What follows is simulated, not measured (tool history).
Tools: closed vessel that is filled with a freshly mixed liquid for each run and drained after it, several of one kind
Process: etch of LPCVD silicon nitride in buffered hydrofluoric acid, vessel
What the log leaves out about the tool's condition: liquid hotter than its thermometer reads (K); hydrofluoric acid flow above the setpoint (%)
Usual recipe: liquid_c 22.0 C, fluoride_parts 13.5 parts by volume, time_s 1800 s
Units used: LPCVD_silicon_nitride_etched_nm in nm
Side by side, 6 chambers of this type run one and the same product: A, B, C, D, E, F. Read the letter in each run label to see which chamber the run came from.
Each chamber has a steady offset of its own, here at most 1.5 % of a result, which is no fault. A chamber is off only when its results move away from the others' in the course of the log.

| run | day | liquid_c | fluoride_parts | time_s | hours since the thermometer was replaced | hours since the hydrofluoric acid flow meter was replaced | read-back film thickness of the LPCVD silicon nitride reference wafer, read on the same gauge (nm) | LPCVD_silicon_nitride_etched_nm |
|---|---|---|---|---|---|---|---|---|
| 1B | 0.429 | 22.0 | 13.5 | 1800 | 489.6 | 1044.8 | 80.017 | 16.943 |
| 2E | 0.962 | 22.0 | 13.5 | 1800 | 503.8 | 2294.4 | 80.003 | 17.107 |
|  | 1.346 | chamber C: thermometer replaced |
| 3F | 1.533 | 22.0 | 13.5 | 1800 | 194.0 | 365.9 | 79.994 | 17.174 |
| 4D | 1.788 | 22.0 | 13.5 | 1800 | 1827.7 | 177.5 | 79.978 | 17.086 |
| 5C | 2.138 | 22.0 | 13.5 | 1800 | 19.0 | 1265.3 | 80.002 | 17.001 |
| 6A | 2.538 | 22.0 | 13.5 | 1800 | 2008.6 | 1299.2 | 79.997 | 17.342 |
| 7F | 3.108 | 22.0 | 13.5 | 1800 | 231.8 | 403.7 | 79.978 | 17.134 |
|  | 3.383 | chamber C: hydrofluoric acid flow meter replaced |
| 8B | 3.667 | 22.0 | 13.5 | 1800 | 567.3 | 1122.5 | 79.998 | 16.951 |
| 9D | 4.204 | 22.0 | 13.5 | 1800 | 1885.7 | 235.5 | 79.997 | 16.786 |
|  | 4.238 | chamber E: hydrofluoric acid flow meter replaced |
| 10A | 4.704 | 22.0 | 13.5 | 1800 | 2060.6 | 1351.2 | 80.006 | 17.282 |
| 11C | 5.196 | 22.0 | 13.5 | 1800 | 92.4 | 43.5 | 80.004 | 17.005 |
| 12E | 5.504 | 22.0 | 13.5 | 1800 | 612.8 | 30.4 | 80.002 | 17.136 |
| 13E | 5.842 | 22.0 | 13.5 | 1800 | 620.9 | 38.5 | 79.981 | 17.175 |
| 14F | 6.429 | 22.0 | 13.5 | 2215 | 311.5 | 483.4 | 79.993 | 21.479 |
| 15B | 6.862 | 22.0 | 13.5 | 2215 | 644.0 | 1199.2 | 80.011 | 20.656 |
|  | 7.408 | chamber A: thermometer replaced |
| 16D | 7.438 | 22.0 | 13.5 | 2215 | 1963.3 | 313.1 | 79.995 | 20.806 |
| 17A | 7.875 | 22.0 | 13.5 | 2215 | 11.2 | 1427.3 | 79.995 | 20.898 |
| 18C | 8.333 | 22.0 | 13.5 | 2215 | 167.7 | 118.8 | 80.005 | 21.105 |
| 19F | 8.788 | 22.0 | 13.5 | 2215 | 368.1 | 540.0 | 79.986 | 21.175 |
|  | 9.017 | chamber A: hydrofluoric acid flow meter replaced |
| 20C | 9.246 | 22.0 | 9.0 | 2195 | 189.6 | 140.7 | 80.009 | 29.853 |
| 21A | 9.662 | 22.0 | 9.0 | 2195 | 54.1 | 15.6 | 80.002 | 29.700 |
| 22B | 10.025 | 22.0 | 9.0 | 2195 | 719.9 | 1275.1 | 80.006 | 30.039 |
| 23E | 10.500 | 22.0 | 9.0 | 2195 | 732.7 | 150.3 | 80.008 | 30.137 |
| 24D | 10.775 | 22.0 | 9.0 | 2195 | 2043.4 | 393.2 | 79.995 | 29.265 |
|  | 10.950 | chamber B: thermometer replaced |
| 25F | 11.233 | 22.0 | 9.0 | 2195 | 426.8 | 598.7 | 80.002 | 31.041 |
| 26C | 11.592 | 22.0 | 13.5 | 1800 | 245.9 | 197.0 | 80.006 | 16.992 |
| 27E | 11.954 | 22.0 | 13.5 | 2215 | 767.6 | 185.2 | 79.992 | 20.772 |
| 28A | 12.350 | 22.0 | 13.5 | 2215 | 118.6 | 80.1 | 79.993 | 20.896 |
| 29B | 12.912 | 22.0 | 13.5 | 2215 | 47.2 | 1344.4 | 79.979 | 20.923 |
|  | 12.938 | chamber F: hydrofluoric acid flow meter replaced |
|  | 13.250 | chamber E: thermometer replaced |
| 30D | 13.492 | 22.0 | 13.5 | 2215 | 2108.6 | 458.4 | 80.021 | 21.083 |
| 31E | 13.962 | 22.0 | 13.5 | 2215 | 17.1 | 233.4 | 80.004 | 20.841 |
| 32C | 14.504 | 22.0 | 13.5 | 2215 | 315.8 | 266.9 | 79.977 | 21.257 |
| 33A | 14.912 | 22.0 | 13.5 | 1800 | 180.1 | 141.6 | 80.000 | 16.963 |
| 34D | 15.188 | 22.0 | 13.5 | 1800 | 2149.3 | 499.1 | 79.985 | 16.869 |
| 35B | 15.754 | 25.5 | 15.5 | 1800 | 115.4 | 1412.6 | 79.967 | 17.813 |
| 36F | 16.212 | 25.5 | 15.5 | 1800 | 546.3 | 78.6 | 80.000 | 19.345 |

Decide between three cases: one chamber stands off from its peers, the gauge reading all wafers drifts, or nothing is wrong past each chamber's small offset. Where a chamber is off, say which and what most likely put it there.

Little by little, chamber F moves away from the other chambers.
Cause: liquid hotter than its thermometer reads (K) = 1.55.

Here are 4 candidates for chamber F's next run, each the usual settings with a change, their results left as question marks. Which one brings its results back in line with what the others give on the usual settings?
Counts as in line when no further than this from what the other chambers average on the usual settings: LPCVD_silicon_nitride_etched_nm 0.480 nm
| 37F-1 | 16.629 | 22.0 | 13.5 | 1745 |  |  |  | ? |
| 37F-2 | 16.629 | 22.0 | 13.0 | 1895 |  |  |  | ? |
| 37F-3 | 16.629 | 20.5 | 13.5 | 1800 |  |  |  | ? |
| 37F-4 | 16.629 | 22.0 | 13.5 | 1855 |  |  |  | ? |

On the usual settings, the other chambers give on average: LPCVD_silicon_nitride_etched_nm 17.043 nm
| run | LPCVD_silicon_nitride_etched_nm |
|---|---|
| 37F-1 | 18.008 |
| 37F-2 | 20.305 |
| 37F-3 | 17.123 |
| 37F-4 | 19.143 |
The right change is 37F-3: it brings the chamber back within the allowed miss of the others.
